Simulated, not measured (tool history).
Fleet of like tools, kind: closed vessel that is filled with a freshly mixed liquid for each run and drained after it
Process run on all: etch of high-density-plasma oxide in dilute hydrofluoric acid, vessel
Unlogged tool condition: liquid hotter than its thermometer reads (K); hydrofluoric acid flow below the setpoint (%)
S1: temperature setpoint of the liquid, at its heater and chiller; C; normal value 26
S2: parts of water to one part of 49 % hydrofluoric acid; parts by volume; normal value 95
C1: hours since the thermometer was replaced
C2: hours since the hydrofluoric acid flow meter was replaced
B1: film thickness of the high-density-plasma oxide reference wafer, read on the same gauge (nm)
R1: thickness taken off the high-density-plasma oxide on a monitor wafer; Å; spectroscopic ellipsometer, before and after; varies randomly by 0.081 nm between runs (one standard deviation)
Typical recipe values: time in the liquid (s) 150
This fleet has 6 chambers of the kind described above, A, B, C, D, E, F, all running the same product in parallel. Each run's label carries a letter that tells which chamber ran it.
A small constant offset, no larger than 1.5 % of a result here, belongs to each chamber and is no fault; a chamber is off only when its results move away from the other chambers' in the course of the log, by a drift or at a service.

run 1F hour=6 | S1=26 S2=95 time_in_the_liquid_(s)=150 | C1=1178.6 C2=385.7 | B1=70.018 | R1=87.098
run 2A hour=12.3 | S1=26 S2=95 time_in_the_liquid_(s)=150 | C1=170 C2=615 | B1=69.978 | R1=87.859
run 3B hour=22.7 | S1=26 S2=95 time_in_the_liquid_(s)=150 | C1=1155.5 C2=1246.8 | B1=69.97 | R1=85.778
run 4C hour=32.2 | S1=26 S2=95 time_in_the_liquid_(s)=150 | C1=520.2 C2=471.3 | B1=69.995 | R1=87.567
run 5E hour=37.7 | S1=26 S2=95 time_in_the_liquid_(s)=150 | C1=519.9 C2=1879.1 | B1=69.994 | R1=86.524
run 6D hour=45.6 | S1=29 S2=95 time_in_the_liquid_(s)=225 | C1=883.8 C2=1159.1 | B1=70.012 | R1=147.67
run 7A hour=51 | S1=29 S2=95 time_in_the_liquid_(s)=225 | C1=208.7 C2=653.7 | B1=70.011 | R1=150.13
run 8C hour=56.9 | S1=29 S2=95 time_in_the_liquid_(s)=225 | C1=544.9 C2=496 | B1=69.971 | R1=148.56
run 9F hour=66 | S1=29 S2=95 time_in_the_liquid_(s)=225 | C1=1238.6 C2=445.7 | B1=69.981 | R1=148.99
run 10B hour=73.7 | S1=29 S2=95 time_in_the_liquid_(s)=225 | C1=1206.5 C2=1297.8 | B1=70.001 | R1=144.31
run 11E hour=78.4 | S1=29 S2=95 time_in_the_liquid_(s)=225 | C1=560.6 C2=1919.8 | B1=69.992 | R1=144.95
run 12D hour=85.4 | S1=26 S2=95 time_in_the_liquid_(s)=150 | C1=923.6 C2=1198.9 | B1=69.993 | R1=87.64
run 13E hour=95.5 | S1=26 S2=95 time_in_the_liquid_(s)=150 | C1=577.7 C2=1936.9 | B1=70.026 | R1=86.596
run 14B hour=103.3 | S1=26 S2=95 time_in_the_liquid_(s)=150 | C1=1236.1 C2=1327.4 | B1=69.988 | R1=87.076
run 15D hour=109.9 | S1=26 S2=95 time_in_the_liquid_(s)=150 | C1=948.1 C2=1223.4 | B1=70.013 | R1=87.841
run 16C hour=116.1 | S1=26 S2=95 time_in_the_liquid_(s)=150 | C1=604.1 C2=555.2 | B1=69.991 | R1=85.102
run 17A hour=122.5 | S1=26 S2=95 time_in_the_liquid_(s)=150 | C1=280.2 C2=725.2 | B1=69.938 | R1=88.097
-- hour=127.7 chamber E: thermometer replaced
run 18F hour=130.7 | S1=26 S2=95 time_in_the_liquid_(s)=150 | C1=1303.3 C2=510.4 | B1=70.036 | R1=88.215
run 19D hour=140 | S1=26 S2=95 time_in_the_liquid_(s)=200 | C1=978.2 C2=1253.5 | B1=70.018 | R1=117.58
run 20B hour=149.9 | S1=26 S2=95 time_in_the_liquid_(s)=200 | C1=1282.7 C2=1374 | B1=69.961 | R1=114.09
run 21C hour=156.1 | S1=26 S2=95 time_in_the_liquid_(s)=200 | C1=644.1 C2=595.2 | B1=70.05 | R1=109.99
run 22F hour=161.8 | S1=26 S2=95 time_in_the_liquid_(s)=200 | C1=1334.4 C2=541.5 | B1=69.99 | R1=117.93
run 23A hour=170.9 | S1=26 S2=95 time_in_the_liquid_(s)=200 | C1=328.6 C2=773.6 | B1=70.01 | R1=120.2
run 24E hour=181.1 | S1=26 S2=95 time_in_the_liquid_(s)=200 | C1=53.5 C2=2022.5 | B1=69.974 | R1=114.33
run 25C hour=191.5 | S1=26 S2=95 time_in_the_liquid_(s)=150 | C1=679.5 C2=630.6 | B1=69.985 | R1=81.511
run 26A hour=200.2 | S1=26 S2=45 time_in_the_liquid_(s)=235 | C1=357.9 C2=802.9 | B1=69.974 | R1=308.26
run 27B hour=206.4 | S1=26 S2=45 time_in_the_liquid_(s)=235 | C1=1339.2 C2=1430.5 | B1=70.007 | R1=305.27
run 28D hour=216.6 | S1=26 S2=45 time_in_the_liquid_(s)=235 | C1=1054.8 C2=1330.1 | B1=70.022 | R1=312.53
run 29E hour=223 | S1=26 S2=45 time_in_the_liquid_(s)=235 | C1=95.4 C2=2064.4 | B1=69.97 | R1=301.57
run 30F hour=230.1 | S1=26 S2=45 time_in_the_liquid_(s)=235 | C1=1402.7 C2=609.8 | B1=70.029 | R1=304.76
run 31F hour=238 | S1=26 S2=45 time_in_the_liquid_(s)=235 | C1=1410.6 C2=617.7 | B1=69.982 | R1=309.57
run 32E hour=245.3 | S1=26 S2=95 time_in_the_liquid_(s)=150 | C1=117.7 C2=2086.7 | B1=69.961 | R1=85.72
run 33C hour=254.1 | S1=26 S2=95 time_in_the_liquid_(s)=150 | C1=742.1 C2=693.2 | B1=69.95 | R1=78.967
run 34B hour=260.4 | S1=26 S2=95 time_in_the_liquid_(s)=150 | C1=1393.2 C2=1484.5 | B1=69.98 | R1=85.429
run 35D hour=264.9 | S1=26 S2=95 time_in_the_liquid_(s)=75 | C1=1103.1 C2=1378.4 | B1=70.028 | R1=43.541
run 36A hour=273.6 | S1=26 S2=95 time_in_the_liquid_(s)=75 | C1=431.3 C2=876.3 | B1=69.951 | R1=44.061
run 37A hour=283.8 | S1=26 S2=95 time_in_the_liquid_(s)=75 | C1=441.5 C2=886.5 | B1=70.039 | R1=44.136
run 38D hour=289.1 | S1=26 S2=95 time_in_the_liquid_(s)=75 | C1=1127.3 C2=1402.6 | B1=70.007 | R1=44.386
run 39B hour=299.1 | S1=26 S2=95 time_in_the_liquid_(s)=75 | C1=1431.9 C2=1523.2 | B1=69.967 | R1=42.997
run 40C hour=306.3 | S1=26 S2=95 time_in_the_liquid_(s)=75 | C1=794.3 C2=745.4 | B1=69.976 | R1=38.799

The same settings go to every chamber for the next run, one line per chamber below. Forecast the results for each:
run 41A hour=313.9 | S1=26 S2=95 time_in_the_liquid_(s)=150 | R1=?
run 41B hour=313.9 | S1=26 S2=95 time_in_the_liquid_(s)=150 | R1=?
run 41C hour=313.9 | S1=26 S2=95 time_in_the_liquid_(s)=150 | R1=?
run 41D hour=313.9 | S1=26 S2=95 time_in_the_liquid_(s)=150 | R1=?
run 41E hour=313.9 | S1=26 S2=95 time_in_the_liquid_(s)=150 | R1=?
run 41F hour=313.9 | S1=26 S2=95 time_in_the_liquid_(s)=150 | R1=?

run=41A R1=89.145
run=41B R1=84.791
run=41C R1=78.135
run=41D R1=87.808
run=41E R1=85.419
run=41F R1=87.144

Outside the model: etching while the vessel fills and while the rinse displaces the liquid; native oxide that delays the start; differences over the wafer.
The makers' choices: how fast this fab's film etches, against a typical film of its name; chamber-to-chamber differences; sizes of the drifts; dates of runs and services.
